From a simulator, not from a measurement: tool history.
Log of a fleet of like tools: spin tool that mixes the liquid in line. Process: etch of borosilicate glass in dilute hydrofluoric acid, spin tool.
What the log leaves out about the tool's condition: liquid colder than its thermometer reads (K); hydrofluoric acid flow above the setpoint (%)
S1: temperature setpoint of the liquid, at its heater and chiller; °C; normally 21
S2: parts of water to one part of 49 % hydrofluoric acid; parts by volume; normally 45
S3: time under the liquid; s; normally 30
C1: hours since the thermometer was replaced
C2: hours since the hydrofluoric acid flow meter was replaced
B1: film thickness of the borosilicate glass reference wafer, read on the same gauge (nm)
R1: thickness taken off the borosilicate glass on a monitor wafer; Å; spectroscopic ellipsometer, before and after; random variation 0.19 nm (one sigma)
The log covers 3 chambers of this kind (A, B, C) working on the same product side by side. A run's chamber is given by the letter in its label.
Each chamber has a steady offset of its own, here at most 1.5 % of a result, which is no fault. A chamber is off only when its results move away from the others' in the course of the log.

| run | hour | S1 | S2 | S3 | C1 | C2 | B1 | R1 |
|---|---|---|---|---|---|---|---|---|
| 1A | 3.7 | 21 | 45 | 30 | 1035.3 | 421.2 | 110 | 185.88 |
| 2C | 8.4 | 21 | 45 | 30 | 1506.6 | 1482.5 | 110.02 | 187.68 |
| 3B | 11.8 | 21 | 45 | 30 | 1486.8 | 539.5 | 110 | 187.05 |
| 4C | 17 | 21 | 45 | 30 | 1515.2 | 1491.1 | 110.01 | 191.11 |
| 5B | 20.3 | 21 | 65 | 30 | 1495.3 | 548 | 110 | 126.05 |
| 6A | 26.1 | 21 | 65 | 30 | 1057.7 | 443.6 | 110 | 125.52 |
| 7C | 28.8 | 21 | 65 | 30 | 1527 | 1502.9 | 110 | 127.75 |
| 8B | 32.3 | 21 | 45 | 30 | 1507.3 | 560 | 110.01 | 189.27 |
| 9A | 35.4 | 21 | 45 | 30 | 1067 | 452.9 | 110.01 | 179.84 |
| 10C | 41.4 | 25.5 | 30 | 30 | 1539.6 | 1515.5 | 109.99 | 335.97 |
| 11A | 47.7 | 25.5 | 30 | 30 | 1079.3 | 465.2 | 109.99 | 333.18 |
| 12B | 51.4 | 25.5 | 30 | 30 | 1526.4 | 579.1 | 110.02 | 353.12 |
| 13A | 56.8 | 21 | 45 | 30 | 1088.4 | 474.3 | 110.01 | 176.48 |
| 14B | 62.4 | 21 | 45 | 30 | 1537.4 | 590.1 | 110.01 | 187.18 |
|  | 63.2 | chamber B: thermometer replaced |
| 15C | 66.5 | 21 | 45 | 30 | 1564.7 | 1540.6 | 110 | 189.86 |
| 16C | 69.2 | 24.5 | 45 | 40 | 1567.4 | 1543.3 | 110 | 291.92 |
| 17B | 75 | 24.5 | 45 | 40 | 11.8 | 602.7 | 110 | 292.21 |
| 18A | 80.8 | 24.5 | 45 | 40 | 1112.4 | 498.3 | 109.99 | 265.72 |
| 19B | 84.9 | 21 | 45 | 30 | 21.7 | 612.6 | 109.98 | 183.31 |
| 20A | 91.2 | 21 | 45 | 30 | 1122.8 | 508.7 | 110.01 | 169.57 |
| 21C | 95.2 | 21 | 45 | 30 | 1593.4 | 1569.3 | 110 | 188.61 |
| 22B | 98.9 | 21 | 45 | 30 | 35.7 | 626.6 | 110 | 185.86 |

Next, every chamber runs the same settings. What will each give?
| 23A | 103.3 | 23.5 | 45 | 30 |  |  |  | ? |
| 23B | 103.3 | 23.5 | 45 | 30 |  |  |  | ? |
| 23C | 103.3 | 23.5 | 45 | 30 |  |  |  | ? |

| run | R1 |
|---|---|
| 23A | 187.9 |
| 23B | 205.06 |
| 23C | 211.19 |

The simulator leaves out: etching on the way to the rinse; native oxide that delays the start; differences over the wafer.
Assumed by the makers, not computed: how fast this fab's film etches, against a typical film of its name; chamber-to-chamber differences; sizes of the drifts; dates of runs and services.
